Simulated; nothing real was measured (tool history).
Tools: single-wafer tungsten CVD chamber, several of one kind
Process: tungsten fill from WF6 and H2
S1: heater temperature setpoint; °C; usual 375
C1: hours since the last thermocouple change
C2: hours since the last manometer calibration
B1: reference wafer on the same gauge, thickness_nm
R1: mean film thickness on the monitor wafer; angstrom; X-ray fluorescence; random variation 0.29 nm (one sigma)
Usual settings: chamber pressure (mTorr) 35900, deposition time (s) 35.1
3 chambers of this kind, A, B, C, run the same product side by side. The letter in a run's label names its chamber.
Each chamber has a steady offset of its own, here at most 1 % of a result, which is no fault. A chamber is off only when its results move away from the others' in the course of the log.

{"run": "1A", "hour": 5.4, "S1": 375, "chamber pressure (mTorr)": 35900, "deposition time (s)": 35.1, "C1": 1225.9, "C2": 805.7, "B1": 80.116, "R1": 689.38}
{"run": "2B", "hour": 9.6, "S1": 375, "chamber pressure (mTorr)": 35900, "deposition time (s)": 35.1, "C1": 491.9, "C2": 660.9, "B1": 80.064, "R1": 676.54}
{"run": "3C", "hour": 13.5, "S1": 375, "chamber pressure (mTorr)": 35900, "deposition time (s)": 35.1, "C1": 1017.7, "C2": 931.9, "B1": 80.114, "R1": 678.64}
{"run": "4A", "hour": 19.4, "S1": 375, "chamber pressure (mTorr)": 35900, "deposition time (s)": 35.1, "C1": 1239.9, "C2": 819.7, "B1": 80.095, "R1": 682.14}
{"run": "5C", "hour": 25.7, "S1": 375, "chamber pressure (mTorr)": 35900, "deposition time (s)": 35.1, "C1": 1029.9, "C2": 944.1, "B1": 80.193, "R1": 675.04}
{"run": "6B", "hour": 29.5, "S1": 375, "chamber pressure (mTorr)": 35900, "deposition time (s)": 35.1, "C1": 511.8, "C2": 680.8, "B1": 80.07, "R1": 678.44}
{"run": "7C", "hour": 35.5, "S1": 375, "chamber pressure (mTorr)": 35900, "deposition time (s)": 35.1, "C1": 1039.7, "C2": 953.9, "B1": 80.058, "R1": 679.13}
{"run": "8B", "hour": 43.6, "S1": 375, "chamber pressure (mTorr)": 35900, "deposition time (s)": 35.1, "C1": 525.9, "C2": 694.9, "B1": 80.124, "R1": 678.97}
{"run": "9A", "hour": 48.7, "S1": 375, "chamber pressure (mTorr)": 32300, "deposition time (s)": 35.1, "C1": 1269.2, "C2": 849, "B1": 80.112, "R1": 655.59}
{"run": "10A", "hour": 54.4, "S1": 375, "chamber pressure (mTorr)": 32300, "deposition time (s)": 35.1, "C1": 1274.9, "C2": 854.7, "B1": 80.156, "R1": 654.2}
{"run": "11B", "hour": 59.6, "S1": 375, "chamber pressure (mTorr)": 32300, "deposition time (s)": 35.1, "C1": 541.9, "C2": 710.9, "B1": 80.148, "R1": 648.95}
{"run": "12C", "hour": 66.1, "S1": 369, "chamber pressure (mTorr)": 35900, "deposition time (s)": 35.1, "C1": 1070.3, "C2": 984.5, "B1": 80.098, "R1": 591.17}
{"run": "13B", "hour": 74.1, "S1": 369, "chamber pressure (mTorr)": 35900, "deposition time (s)": 35.1, "C1": 556.4, "C2": 725.4, "B1": 80.114, "R1": 600.21}
{"run": "14C", "hour": 77.9, "S1": 369, "chamber pressure (mTorr)": 35900, "deposition time (s)": 35.1, "C1": 1082.1, "C2": 996.3, "B1": 80.079, "R1": 594.06}
{"run": "15A", "hour": 83.3, "S1": 375, "chamber pressure (mTorr)": 35900, "deposition time (s)": 35.1, "C1": 1303.8, "C2": 883.6, "B1": 80.069, "R1": 692.9}
{"run": "16A", "hour": 87.7, "S1": 375, "chamber pressure (mTorr)": 35900, "deposition time (s)": 35.1, "C1": 1308.2, "C2": 888, "B1": 80.07, "R1": 684.54}
{"run": "17C", "hour": 91.7, "S1": 375, "chamber pressure (mTorr)": 35900, "deposition time (s)": 39.5, "C1": 1095.9, "C2": 1010.1, "B1": 80.089, "R1": 754.64}
{"run": "18B", "hour": 99.1, "S1": 375, "chamber pressure (mTorr)": 35900, "deposition time (s)": 39.5, "C1": 581.4, "C2": 750.4, "B1": 80.088, "R1": 762.56}
{"run": "19A", "hour": 104.4, "S1": 375, "chamber pressure (mTorr)": 35900, "deposition time (s)": 39.5, "C1": 1324.9, "C2": 904.7, "B1": 80.175, "R1": 771.38}
{"run": "20B", "hour": 112.9, "S1": 375, "chamber pressure (mTorr)": 35900, "deposition time (s)": 39.1, "C1": 595.2, "C2": 764.2, "B1": 80.09, "R1": 755.41}
{"hour": 114.2, "done": "chamber C: thermocouple changed; heater temperature recalibrated"}
{"run": "21C", "hour": 119.1, "S1": 375, "chamber pressure (mTorr)": 35900, "deposition time (s)": 39.1, "C1": 4.9, "C2": 1037.5, "B1": 80.121, "R1": 744.93}
{"run": "22C", "hour": 126.5, "S1": 375, "chamber pressure (mTorr)": 35900, "deposition time (s)": 39.1, "C1": 12.3, "C2": 1044.9, "B1": 80.15, "R1": 745.47}
{"run": "23B", "hour": 133.2, "S1": 375, "chamber pressure (mTorr)": 35900, "deposition time (s)": 35.1, "C1": 615.5, "C2": 784.5, "B1": 80.05, "R1": 679.93}
{"run": "24A", "hour": 140.7, "S1": 375, "chamber pressure (mTorr)": 35900, "deposition time (s)": 35.1, "C1": 1361.2, "C2": 941, "B1": 80.177, "R1": 685.94}
{"run": "25B", "hour": 146.3, "S1": 375, "chamber pressure (mTorr)": 35900, "deposition time (s)": 35.1, "C1": 628.6, "C2": 797.6, "B1": 80.044, "R1": 678.33}
{"run": "26C", "hour": 152.6, "S1": 375, "chamber pressure (mTorr)": 35900, "deposition time (s)": 35.1, "C1": 38.4, "C2": 1071, "B1": 80.08, "R1": 659.27}
{"run": "27A", "hour": 161.3, "S1": 375, "chamber pressure (mTorr)": 35900, "deposition time (s)": 35.1, "C1": 1381.8, "C2": 961.6, "B1": 80.105, "R1": 683.06}
{"run": "28B", "hour": 169.4, "S1": 375, "chamber pressure (mTorr)": 35900, "deposition time (s)": 35.1, "C1": 651.7, "C2": 820.7, "B1": 80.114, "R1": 680.13}
{"run": "29A", "hour": 173.3, "S1": 375, "chamber pressure (mTorr)": 35900, "deposition time (s)": 35.1, "C1": 1393.8, "C2": 973.6, "B1": 80.122, "R1": 684.28}
{"run": "30C", "hour": 181.1, "S1": 375, "chamber pressure (mTorr)": 35900, "deposition time (s)": 35.1, "C1": 66.9, "C2": 1099.5, "B1": 80.079, "R1": 660.33}
{"run": "31A", "hour": 185.3, "S1": 375, "chamber pressure (mTorr)": 29700, "deposition time (s)": 31.8, "C1": 1405.8, "C2": 985.6, "B1": 80.033, "R1": 567.47}
{"run": "32C", "hour": 191.5, "S1": 375, "chamber pressure (mTorr)": 29700, "deposition time (s)": 31.8, "C1": 77.3, "C2": 1109.9, "B1": 80.149, "R1": 549.46}
{"run": "33B", "hour": 198.0, "S1": 375, "chamber pressure (mTorr)": 29700, "deposition time (s)": 31.8, "C1": 680.3, "C2": 849.3, "B1": 80.031, "R1": 567.07}
{"run": "34A", "hour": 206.6, "S1": 375, "chamber pressure (mTorr)": 35900, "deposition time (s)": 35.1, "C1": 1427.1, "C2": 1006.9, "B1": 80.13, "R1": 687.04}
{"run": "35B", "hour": 211.3, "S1": 364, "chamber pressure (mTorr)": 39000, "deposition time (s)": 35.1, "C1": 693.6, "C2": 862.6, "B1": 80.1, "R1": 559.85}
{"run": "36C", "hour": 217.0, "S1": 364, "chamber pressure (mTorr)": 39000, "deposition time (s)": 35.1, "C1": 102.8, "C2": 1135.4, "B1": 80.144, "R1": 537.18}
{"run": "37B", "hour": 221.6, "S1": 364, "chamber pressure (mTorr)": 39000, "deposition time (s)": 35.1, "C1": 703.9, "C2": 872.9, "B1": 80.067, "R1": 559.42}

Next, every chamber runs the same settings. What will each give?
{"run": "38A", "hour": 227.8, "S1": 375, "chamber pressure (mTorr)": 35900, "deposition time (s)": 29, "R1": "?"}
{"run": "38B", "hour": 227.8, "S1": 375, "chamber pressure (mTorr)": 35900, "deposition time (s)": 29, "R1": "?"}
{"run": "38C", "hour": 227.8, "S1": 375, "chamber pressure (mTorr)": 35900, "deposition time (s)": 29, "R1": "?"}

run=38A R1=565.29
run=38B R1=559.49
run=38C R1=541.75
